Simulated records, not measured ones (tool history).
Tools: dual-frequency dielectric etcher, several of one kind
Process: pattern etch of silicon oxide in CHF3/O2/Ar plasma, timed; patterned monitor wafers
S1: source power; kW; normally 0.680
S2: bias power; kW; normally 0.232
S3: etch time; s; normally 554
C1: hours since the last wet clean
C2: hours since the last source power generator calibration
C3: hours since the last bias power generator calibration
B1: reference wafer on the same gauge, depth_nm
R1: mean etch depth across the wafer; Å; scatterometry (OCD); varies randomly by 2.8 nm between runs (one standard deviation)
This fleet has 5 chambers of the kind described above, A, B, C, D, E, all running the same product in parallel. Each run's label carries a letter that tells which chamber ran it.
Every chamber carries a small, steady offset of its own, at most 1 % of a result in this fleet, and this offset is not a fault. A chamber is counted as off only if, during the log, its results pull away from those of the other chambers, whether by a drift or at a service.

run   hour     S1     S2   S3     C1      C2      C3      B1     R1
 1B    8.3  0.680  0.232  554  352.0  3942.4  3310.8  1070.1  12582
 2D   19.1  0.680  0.232  554  406.0  1181.3  1901.5  1070.1  12460
 3E   29.7  0.680  0.232  554  433.7  2987.9  3565.6  1070.1  12462
 4A   35.0  0.680  0.232  554  181.5  2076.5  1354.9  1069.3  12555
 5C   40.7  0.680  0.232  554  209.8  2745.0   329.1  1069.9  12621
 6E   51.0  0.680  0.232  554  455.0  3009.2  3586.9  1070.2  12522
      58.2  -- chamber D: wet clean of the chamber
 7D   59.8  0.680  0.267  554    1.7  1222.0  1942.2  1070.1  13133
 8C   70.6  0.680  0.267  554  239.7  2774.9   359.0  1070.0  13186
 9B   80.9  0.680  0.267  554  424.6  4015.0  3383.4  1070.2  13275
10A   91.7  0.680  0.267  554  238.2  2133.2  1411.6  1069.2  13175
11B   97.7  0.680  0.267  554  441.4  4031.8  3400.2  1070.2  13257
12E  105.8  0.680  0.232  554  509.8  3064.0  3641.7  1070.1  12440
13C  115.1  0.680  0.232  554  284.2  2819.4   403.5  1070.0  12489
14D  121.8  0.680  0.232  554   63.7  1284.0  2004.2  1069.8  12481
15A  127.5  0.680  0.232  554  274.0  2169.0  1447.4  1070.0  12542
16A  132.7  0.680  0.232  554  279.2  2174.2  1452.6  1070.4  12558
17E  140.4  0.680  0.232  554  544.4  3098.6  3676.3  1070.3  12505
18B  148.4  0.680  0.232  554  492.1  4082.5  3450.9  1070.1  12564
19C  160.0  0.680  0.232  554  329.1  2864.3   448.4  1069.9  12432
20D  170.2  0.680  0.232  554  112.1  1332.4  2052.6  1069.6  12488
21D  178.6  0.680  0.232  554  120.5  1340.8  2061.0  1069.7  12465
     185.1  -- chamber A: wet clean of the chamber
22C  188.0  0.610  0.232  554  357.1  2892.3   476.4  1070.1  11920
23B  196.3  0.610  0.232  554  540.0  4130.4  3498.8  1069.8  12088
24A  201.9  0.610  0.232  554   16.9  2243.4  1521.8  1070.0  12031
25E  207.2  0.610  0.232  554  611.2  3165.4  3743.1  1069.9  11945
26A  212.8  0.610  0.232  554   27.8  2254.3  1532.7  1069.7  12044
27B  220.9  0.680  0.232  554  564.6  4155.0  3523.4  1069.7  12634
     221.0  -- chamber D: bias power generator calibrated
28E  231.1  0.680  0.232  554  635.1  3189.3  3767.0  1070.0  12483
     235.2  -- chamber D: source power generator calibrated
29C  241.4  0.680  0.232  554  410.5  2945.7   529.8  1069.7  12374
30D  249.8  0.780  0.232  713  191.7    14.6    28.9  1070.3  16836
31C  255.6  0.780  0.232  713  424.7  2959.9   544.0  1070.3  16762
     256.4  -- chamber B: wet clean of the chamber
32E  261.6  0.780  0.232  713  665.6  3219.8  3797.5  1069.3  16911
33A  273.0  0.780  0.232  713   88.0  2314.5  1592.9  1070.3  17055
34B  280.3  0.780  0.232  713   23.9  4214.4  3582.8  1069.8  17033

One chamber off, gauge drift, or nothing amiss beyond the chambers' own small offsets? If it is a chamber, which one, and what is the likeliest cause?

Little by little, chamber C moves away from the other chambers.
Most likely cause: etch rate under this chamber's usual, % = 2.32.
The log may not separate it from: source power that arrives under what is set, %.

Which of the 4 candidates below, each the usual settings with something changed and its results left as question marks, puts chamber C back in line with what the other chambers give on the usual settings?
In line means no further than this from the other chambers' mean on the usual settings: R1 100 Å
35C-1  288.8  0.680  0.231  546                   ?
35C-2  288.8  0.680  0.233  562                   ?
35C-3  288.8  0.650  0.222  554                   ?
35C-4  288.8  0.680  0.253  554                   ?

Other chambers, usual settings, mean: R1 12516 Å
  run     R1
35C-1  12118
35C-2  12510
35C-3  11923
35C-4  12690
With 35C-2, the chamber falls back in line with the rest.

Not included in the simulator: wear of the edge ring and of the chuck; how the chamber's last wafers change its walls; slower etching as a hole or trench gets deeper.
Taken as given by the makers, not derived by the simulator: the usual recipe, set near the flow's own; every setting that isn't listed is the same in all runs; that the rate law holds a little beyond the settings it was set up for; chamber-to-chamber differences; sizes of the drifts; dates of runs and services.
